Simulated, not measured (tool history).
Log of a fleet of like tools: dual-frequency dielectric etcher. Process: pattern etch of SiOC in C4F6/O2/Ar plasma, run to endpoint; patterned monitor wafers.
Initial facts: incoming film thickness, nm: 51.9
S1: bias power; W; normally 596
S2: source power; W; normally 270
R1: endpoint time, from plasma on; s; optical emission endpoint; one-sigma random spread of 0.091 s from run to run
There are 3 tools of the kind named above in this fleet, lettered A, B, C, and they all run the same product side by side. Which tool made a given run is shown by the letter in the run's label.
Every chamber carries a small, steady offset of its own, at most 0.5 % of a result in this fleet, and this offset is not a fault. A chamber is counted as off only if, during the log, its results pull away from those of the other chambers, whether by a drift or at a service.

run   hour   S1   S2      R1
       1.6  -- chamber B: wet clean of the chamber
 1C    8.5  596  270  18.834
 2B   15.4  596  270  18.693
 3A   21.7  596  270  19.021
 4A   33.1  596  270  18.836
 5C   39.8  596  270  18.923
 6B   48.4  596  270  18.826
 7A   56.8  596  270  18.779
 8C   66.9  596  270  18.889
 9B   79.3  469  200  22.977
10C   87.1  469  200  23.050
      92.9  -- chamber C: wet clean of the chamber
11B   97.8  469  200  22.868
12A  103.9  642  230  19.654
13B  114.9  642  230  19.259
14A  121.2  642  230  19.591
15C  127.9  596  340  17.390
16B  139.8  596  340  17.300
17A  148.0  596  340  17.323
18C  159.1  596  270  19.055
19B  166.3  472  270  20.546
20A  175.7  472  270  20.754
     176.4  -- chamber A: wet clean of the chamber
21C  185.5  472  270  20.922
22C  198.0  596  270  18.925
23A  207.9  521  240  19.655
24B  218.1  521  240  20.897
25A  226.5  521  240  19.859
26C  238.3  596  270  18.819
27B  244.2  596  270  18.680
28C  255.8  596  270  19.098
29B  262.8  596  270  18.812
30A  269.6  596  270  17.894
31A  278.3  596  270  18.153
32B  289.8  596  270  18.718

One chamber off, gauge drift, or nothing amiss beyond the chambers' own small offsets? If it is a chamber, which one, and what is the likeliest cause?

A service left chamber A off against the others.
Most likely cause: etch rate over this chamber's usual, % = 5.09.

Below are 4 candidate recipes for chamber A's next run, each the usual settings with a change, their results shown as question marks. Which of them brings A's results back in line with what the other chambers give on the usual settings?
Allowed miss from the other chambers' usual-settings mean, per result, to count as in line: R1 0.320 s
33A-1  298.9  596  260   ?
33A-2  298.9  632  290   ?
33A-3  298.9  596  280   ?
33A-4  298.9  528  270   ?

On the usual settings, the other chambers give on average: R1 18.863 s
  run      R1
33A-1  18.290
33A-2  17.185
33A-3  17.809
33A-4  18.918
Change 33A-4 lands the chamber within the allowed miss of the other chambers.

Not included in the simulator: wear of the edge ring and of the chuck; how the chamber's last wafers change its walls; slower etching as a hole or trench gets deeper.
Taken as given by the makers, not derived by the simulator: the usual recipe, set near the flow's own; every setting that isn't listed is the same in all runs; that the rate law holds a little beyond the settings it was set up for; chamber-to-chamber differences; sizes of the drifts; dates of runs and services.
